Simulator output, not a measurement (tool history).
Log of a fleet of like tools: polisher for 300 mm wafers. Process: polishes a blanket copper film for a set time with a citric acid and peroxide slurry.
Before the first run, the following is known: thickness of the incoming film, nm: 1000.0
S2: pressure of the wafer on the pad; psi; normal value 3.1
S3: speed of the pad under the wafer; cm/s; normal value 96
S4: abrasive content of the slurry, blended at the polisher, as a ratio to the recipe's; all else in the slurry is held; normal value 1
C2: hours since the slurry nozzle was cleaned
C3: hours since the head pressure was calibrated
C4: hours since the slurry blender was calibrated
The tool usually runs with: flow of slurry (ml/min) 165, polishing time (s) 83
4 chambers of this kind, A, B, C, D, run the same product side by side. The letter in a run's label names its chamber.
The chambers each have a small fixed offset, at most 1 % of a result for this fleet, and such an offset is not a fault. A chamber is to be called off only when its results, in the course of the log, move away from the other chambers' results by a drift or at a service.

{"run": "1B", "hour": 9.7, "flow of slurry (ml/min)": 165, "S2": 3.1, "S3": 96, "S4": 1, "polishing time (s)": 83, "wafers polished on this pad": 643, "C2": 10.6, "C3": 70.8, "C4": 174.7, "film removed (angstrom)": 1606.2}
{"hour": 17.4, "done": "chamber C: slurry nozzle cleaned"}
{"run": "2A", "hour": 18.5, "flow of slurry (ml/min)": 165, "S2": 3.1, "S3": 96, "S4": 1, "polishing time (s)": 83, "wafers polished on this pad": 857, "C2": 286.2, "C3": 446, "C4": 111.9, "film removed (angstrom)": 1611.9}
{"hour": 23.9, "done": "chamber D: worn pad replaced by a new one"}
{"run": "3D", "hour": 26.6, "flow of slurry (ml/min)": 165, "S2": 3.1, "S3": 96, "S4": 1, "polishing time (s)": 83, "wafers polished on this pad": 15, "C2": 237.7, "C3": 325.7, "C4": 351.5, "film removed (angstrom)": 1647.9}
{"hour": 29.4, "done": "chamber C: worn pad replaced by a new one"}
{"run": "4C", "hour": 35.4, "flow of slurry (ml/min)": 165, "S2": 3.1, "S3": 96, "S4": 1, "polishing time (s)": 83, "wafers polished on this pad": 33, "C2": 18, "C3": 818.5, "C4": 115.2, "film removed (angstrom)": 1635.2}
{"run": "5D", "hour": 42.8, "flow of slurry (ml/min)": 165, "S2": 3.1, "S3": 96, "S4": 1, "polishing time (s)": 83, "wafers polished on this pad": 104, "C2": 253.9, "C3": 341.9, "C4": 367.7, "film removed (angstrom)": 1614.3}
{"run": "6A", "hour": 55.0, "flow of slurry (ml/min)": 165, "S2": 3.1, "S3": 96, "S4": 1, "polishing time (s)": 83, "wafers polished on this pad": 1060, "C2": 322.7, "C3": 482.5, "C4": 148.4, "film removed (angstrom)": 1627.9}
{"run": "7B", "hour": 67.3, "flow of slurry (ml/min)": 165, "S2": 3.1, "S3": 96, "S4": 1, "polishing time (s)": 83, "wafers polished on this pad": 963, "C2": 68.2, "C3": 128.4, "C4": 232.3, "film removed (angstrom)": 1635}
{"hour": 67.5, "done": "chamber A: worn pad replaced by a new one"}
{"run": "8C", "hour": 73.9, "flow of slurry (ml/min)": 165, "S2": 3.1, "S3": 96, "S4": 1, "polishing time (s)": 83, "wafers polished on this pad": 247, "C2": 56.5, "C3": 857, "C4": 153.7, "film removed (angstrom)": 1579.3}
{"run": "9B", "hour": 79.9, "flow of slurry (ml/min)": 165, "S2": 3.1, "S3": 96, "S4": 1, "polishing time (s)": 83, "wafers polished on this pad": 1032, "C2": 80.8, "C3": 141, "C4": 244.9, "film removed (angstrom)": 1621.3}
{"run": "10C", "hour": 87.4, "flow of slurry (ml/min)": 165, "S2": 3.1, "S3": 96, "S4": 1, "polishing time (s)": 83, "wafers polished on this pad": 322, "C2": 70, "C3": 870.5, "C4": 167.2, "film removed (angstrom)": 1599}
{"run": "11D", "hour": 94.9, "flow of slurry (ml/min)": 165, "S2": 3.1, "S3": 96, "S4": 1, "polishing time (s)": 83, "wafers polished on this pad": 393, "C2": 306, "C3": 394, "C4": 419.8, "film removed (angstrom)": 1623.4}
{"hour": 97.5, "done": "chamber A: slurry blender recalibrated"}
{"hour": 99.0, "done": "chamber B: worn pad replaced by a new one"}
{"hour": 101.8, "done": "chamber D: slurry blender recalibrated"}
{"hour": 101.9, "done": "chamber A: slurry nozzle cleaned"}
{"hour": 105.2, "done": "chamber D: worn pad replaced by a new one"}
{"run": "12A", "hour": 106.3, "flow of slurry (ml/min)": 165, "S2": 3.1, "S3": 96, "S4": 1, "polishing time (s)": 83, "wafers polished on this pad": 215, "C2": 4.4, "C3": 533.8, "C4": 8.8, "film removed (angstrom)": 1603.2}
{"run": "13D", "hour": 114.9, "flow of slurry (ml/min)": 165, "S2": 3.1, "S3": 96, "S4": 1, "polishing time (s)": 83, "wafers polished on this pad": 54, "C2": 326, "C3": 414, "C4": 13.1, "film removed (angstrom)": 1622.9}
{"run": "14C", "hour": 122.7, "flow of slurry (ml/min)": 165, "S2": 3.1, "S3": 96, "S4": 1, "polishing time (s)": 83, "wafers polished on this pad": 517, "C2": 105.3, "C3": 905.8, "C4": 202.5, "film removed (angstrom)": 1632}
{"run": "15B", "hour": 130.1, "flow of slurry (ml/min)": 165, "S2": 3.1, "S3": 96, "S4": 1, "polishing time (s)": 83, "wafers polished on this pad": 172, "C2": 131, "C3": 191.2, "C4": 295.1, "film removed (angstrom)": 1602.3}
{"run": "16A", "hour": 136.6, "flow of slurry (ml/min)": 165, "S2": 3.1, "S3": 96, "S4": 1, "polishing time (s)": 83, "wafers polished on this pad": 383, "C2": 34.7, "C3": 564.1, "C4": 39.1, "film removed (angstrom)": 1619.8}
{"run": "17B", "hour": 145.3, "flow of slurry (ml/min)": 165, "S2": 3.1, "S3": 96, "S4": 0.75, "polishing time (s)": 74, "wafers polished on this pad": 256, "C2": 146.2, "C3": 206.4, "C4": 310.3, "film removed (angstrom)": 1360.8}
{"run": "18C", "hour": 155.1, "flow of slurry (ml/min)": 165, "S2": 3.1, "S3": 96, "S4": 0.75, "polishing time (s)": 74, "wafers polished on this pad": 697, "C2": 137.7, "C3": 938.2, "C4": 234.9, "film removed (angstrom)": 1333.2}
{"run": "19A", "hour": 161.9, "flow of slurry (ml/min)": 165, "S2": 3.1, "S3": 96, "S4": 0.75, "polishing time (s)": 74, "wafers polished on this pad": 523, "C2": 60, "C3": 589.4, "C4": 64.4, "film removed (angstrom)": 1361.5}
{"hour": 167.8, "done": "chamber C: worn pad replaced by a new one"}
{"run": "20D", "hour": 171.6, "flow of slurry (ml/min)": 165, "S2": 3.1, "S3": 96, "S4": 0.75, "polishing time (s)": 74, "wafers polished on this pad": 368, "C2": 382.7, "C3": 470.7, "C4": 69.8, "film removed (angstrom)": 1355.2}
{"run": "21B", "hour": 184.2, "flow of slurry (ml/min)": 165, "S2": 3.1, "S3": 96, "S4": 1, "polishing time (s)": 83, "wafers polished on this pad": 472, "C2": 185.1, "C3": 245.3, "C4": 349.2, "film removed (angstrom)": 1609.4}
{"run": "22A", "hour": 193.5, "flow of slurry (ml/min)": 165, "S2": 3.1, "S3": 96, "S4": 1, "polishing time (s)": 83, "wafers polished on this pad": 698, "C2": 91.6, "C3": 621, "C4": 96, "film removed (angstrom)": 1628.3}
{"hour": 197.1, "done": "chamber D: slurry nozzle cleaned"}
{"hour": 202.4, "done": "chamber D: worn pad replaced by a new one"}
{"run": "23C", "hour": 207.2, "flow of slurry (ml/min)": 200, "S2": 3.1, "S3": 96, "S4": 1, "polishing time (s)": 74, "wafers polished on this pad": 218, "C2": 189.8, "C3": 990.3, "C4": 287, "film removed (angstrom)": 1457.5}
{"hour": 215.1, "done": "chamber B: slurry blender recalibrated"}
{"run": "24D", "hour": 216.2, "flow of slurry (ml/min)": 200, "S2": 3.1, "S3": 96, "S4": 1, "polishing time (s)": 74, "wafers polished on this pad": 76, "C2": 19.2, "C3": 515.3, "C4": 114.4, "film removed (angstrom)": 1498.8}
{"run": "25B", "hour": 229.3, "flow of slurry (ml/min)": 200, "S2": 3.1, "S3": 96, "S4": 1, "polishing time (s)": 74, "wafers polished on this pad": 722, "C2": 230.2, "C3": 290.4, "C4": 14.2, "film removed (angstrom)": 1483.9}
{"run": "26A", "hour": 241.0, "flow of slurry (ml/min)": 200, "S2": 3.1, "S3": 96, "S4": 1, "polishing time (s)": 74, "wafers polished on this pad": 962, "C2": 139.1, "C3": 668.5, "C4": 143.5, "film removed (angstrom)": 1494.2}
{"run": "27C", "hour": 250.4, "flow of slurry (ml/min)": 165, "S2": 3.1, "S3": 96, "S4": 0.8, "polishing time (s)": 83, "wafers polished on this pad": 458, "C2": 233, "C3": 1033.5, "C4": 330.2, "film removed (angstrom)": 1574.3}
{"run": "28D", "hour": 258.3, "flow of slurry (ml/min)": 165, "S2": 3.1, "S3": 96, "S4": 0.8, "polishing time (s)": 83, "wafers polished on this pad": 310, "C2": 61.3, "C3": 557.4, "C4": 156.5, "film removed (angstrom)": 1550.6}
{"hour": 266.4, "done": "chamber A: head pressure recalibrated"}
{"hour": 269.2, "done": "chamber B: slurry nozzle cleaned"}
{"run": "29B", "hour": 269.7, "flow of slurry (ml/min)": 165, "S2": 3.1, "S3": 96, "S4": 0.8, "polishing time (s)": 83, "wafers polished on this pad": 946, "C2": 0.6, "C3": 330.8, "C4": 54.6, "film removed (angstrom)": 1560.9}
{"hour": 270.1, "done": "chamber A: slurry blender recalibrated"}
{"hour": 272.1, "done": "chamber B: worn pad replaced by a new one"}
{"hour": 277.7, "done": "chamber C: slurry nozzle cleaned"}
{"hour": 279.7, "done": "chamber A: worn pad replaced by a new one"}
{"run": "30D", "hour": 282.6, "flow of slurry (ml/min)": 165, "S2": 3.1, "S3": 96, "S4": 0.8, "polishing time (s)": 83, "wafers polished on this pad": 444, "C2": 85.6, "C3": 581.7, "C4": 180.8, "film removed (angstrom)": 1552}
{"hour": 291.8, "done": "chamber C: worn pad replaced by a new one"}
{"run": "31C", "hour": 292.6, "flow of slurry (ml/min)": 165, "S2": 3.1, "S3": 96, "S4": 1, "polishing time (s)": 83, "wafers polished on this pad": 4, "C2": 15, "C3": 1075.7, "C4": 372.4, "film removed (angstrom)": 1611}
{"run": "32A", "hour": 302.3, "flow of slurry (ml/min)": 165, "S2": 3.1, "S3": 96, "S4": 1, "polishing time (s)": 83, "wafers polished on this pad": 125, "C2": 200.4, "C3": 36, "C4": 32.3, "film removed (angstrom)": 1473.9}
{"hour": 305.4, "done": "chamber D: worn pad replaced by a new one"}
{"run": "33D", "hour": 314.5, "flow of slurry (ml/min)": 165, "S2": 3.1, "S3": 96, "S4": 1, "polishing time (s)": 83, "wafers polished on this pad": 50, "C2": 117.5, "C3": 613.6, "C4": 212.7, "film removed (angstrom)": 1599.1}
{"run": "34C", "hour": 323.0, "flow of slurry (ml/min)": 200, "S2": 2.4, "S3": 96, "S4": 1, "polishing time (s)": 83, "wafers polished on this pad": 173, "C2": 45.4, "C3": 1106.1, "C4": 402.8, "film removed (angstrom)": 1294.6}
{"run": "35A", "hour": 335.3, "flow of slurry (ml/min)": 200, "S2": 2.4, "S3": 96, "S4": 1, "polishing time (s)": 83, "wafers polished on this pad": 308, "C2": 233.4, "C3": 69, "C4": 65.3, "film removed (angstrom)": 1212.5}
{"run": "36B", "hour": 341.9, "flow of slurry (ml/min)": 200, "S2": 2.4, "S3": 96, "S4": 1, "polishing time (s)": 83, "wafers polished on this pad": 387, "C2": 72.8, "C3": 403, "C4": 126.8, "film removed (angstrom)": 1321.1}
{"run": "37D", "hour": 355.1, "flow of slurry (ml/min)": 200, "S2": 2.4, "S3": 96, "S4": 1, "polishing time (s)": 83, "wafers polished on this pad": 275, "C2": 158.1, "C3": 654.2, "C4": 253.3, "film removed (angstrom)": 1296}
{"hour": 365.1, "done": "chamber C: slurry blender recalibrated"}
{"run": "38A", "hour": 366.5, "flow of slurry (ml/min)": 165, "S2": 3.1, "S3": 96, "S4": 1, "polishing time (s)": 83, "wafers polished on this pad": 481, "C2": 264.6, "C3": 100.2, "C4": 96.5, "film removed (angstrom)": 1513.3}
{"run": "39B", "hour": 372.7, "flow of slurry (ml/min)": 165, "S2": 3.1, "S3": 96, "S4": 1, "polishing time (s)": 83, "wafers polished on this pad": 558, "C2": 103.6, "C3": 433.8, "C4": 157.6, "film removed (angstrom)": 1631.8}
{"run": "40C", "hour": 380.6, "flow of slurry (ml/min)": 165, "S2": 3.1, "S3": 96, "S4": 1, "polishing time (s)": 83, "wafers polished on this pad": 493, "C2": 103, "C3": 1163.7, "C4": 15.5, "film removed (angstrom)": 1602.8}
{"run": "41C", "hour": 389.7, "flow of slurry (ml/min)": 120, "S2": 3.9, "S3": 96, "S4": 1, "polishing time (s)": 83, "wafers polished on this pad": 543, "C2": 112.1, "C3": 1172.8, "C4": 24.6, "film removed (angstrom)": 1854.7}
{"run": "42A", "hour": 403.0, "flow of slurry (ml/min)": 120, "S2": 3.9, "S3": 96, "S4": 1, "polishing time (s)": 83, "wafers polished on this pad": 684, "C2": 301.1, "C3": 136.7, "C4": 133, "film removed (angstrom)": 1770.2}
{"hour": 407.5, "done": "chamber D: worn pad replaced by a new one"}
{"run": "43B", "hour": 412.4, "flow of slurry (ml/min)": 120, "S2": 3.9, "S3": 96, "S4": 1, "polishing time (s)": 83, "wafers polished on this pad": 778, "C2": 143.3, "C3": 473.5, "C4": 197.3, "film removed (angstrom)": 1858.2}
{"run": "44D", "hour": 418.4, "flow of slurry (ml/min)": 120, "S2": 3.9, "S3": 96, "S4": 1, "polishing time (s)": 83, "wafers polished on this pad": 60, "C2": 221.4, "C3": 717.5, "C4": 316.6, "film removed (angstrom)": 1915.8}

Read the log: is a single chamber off, either drifting away or since a service, is the gauge that measures every chamber drifting, or is nothing wrong beyond small per-chamber offsets? Name any odd chamber and what most likely caused it.

Chamber A came out of a service off from its peers and stayed that way.
Likeliest cause: head's pressure below its setpoint, % = 7.88.

Below are 4 candidate recipes for chamber A's next run, each the usual settings with a change, their results shown as question marks. Which of them brings A's results back in line with what the other chambers give on the usual settings?
In line here means within this much of the mean the other chambers give on the usual settings: film removed (angstrom) 66
{"run": "45A-1", "hour": 428.2, "flow of slurry (ml/min)": 165, "S2": 3, "S3": 96, "S4": 1, "polishing time (s)": 80, "film removed (angstrom)": "?"}
{"run": "45A-2", "hour": 428.2, "flow of slurry (ml/min)": 165, "S2": 3.1, "S3": 96, "S4": 1, "polishing time (s)": 96, "film removed (angstrom)": "?"}
{"run": "45A-3", "hour": 428.2, "flow of slurry (ml/min)": 165, "S2": 2.9, "S3": 92, "S4": 1, "polishing time (s)": 79, "film removed (angstrom)": "?"}
{"run": "45A-4", "hour": 428.2, "flow of slurry (ml/min)": 165, "S2": 3.2, "S3": 98, "S4": 1, "polishing time (s)": 85, "film removed (angstrom)": "?"}

Mean of the other chambers on the usual settings: film removed (angstrom) 1620.3
run=45A-1 film_removed_(angstrom)=1400
run=45A-2 film_removed_(angstrom)=1733.6
run=45A-3 film_removed_(angstrom)=1283.8
run=45A-4 film_removed_(angstrom)=1614.8
45A-4 is the one that brings the chamber's results back in line with the other chambers.

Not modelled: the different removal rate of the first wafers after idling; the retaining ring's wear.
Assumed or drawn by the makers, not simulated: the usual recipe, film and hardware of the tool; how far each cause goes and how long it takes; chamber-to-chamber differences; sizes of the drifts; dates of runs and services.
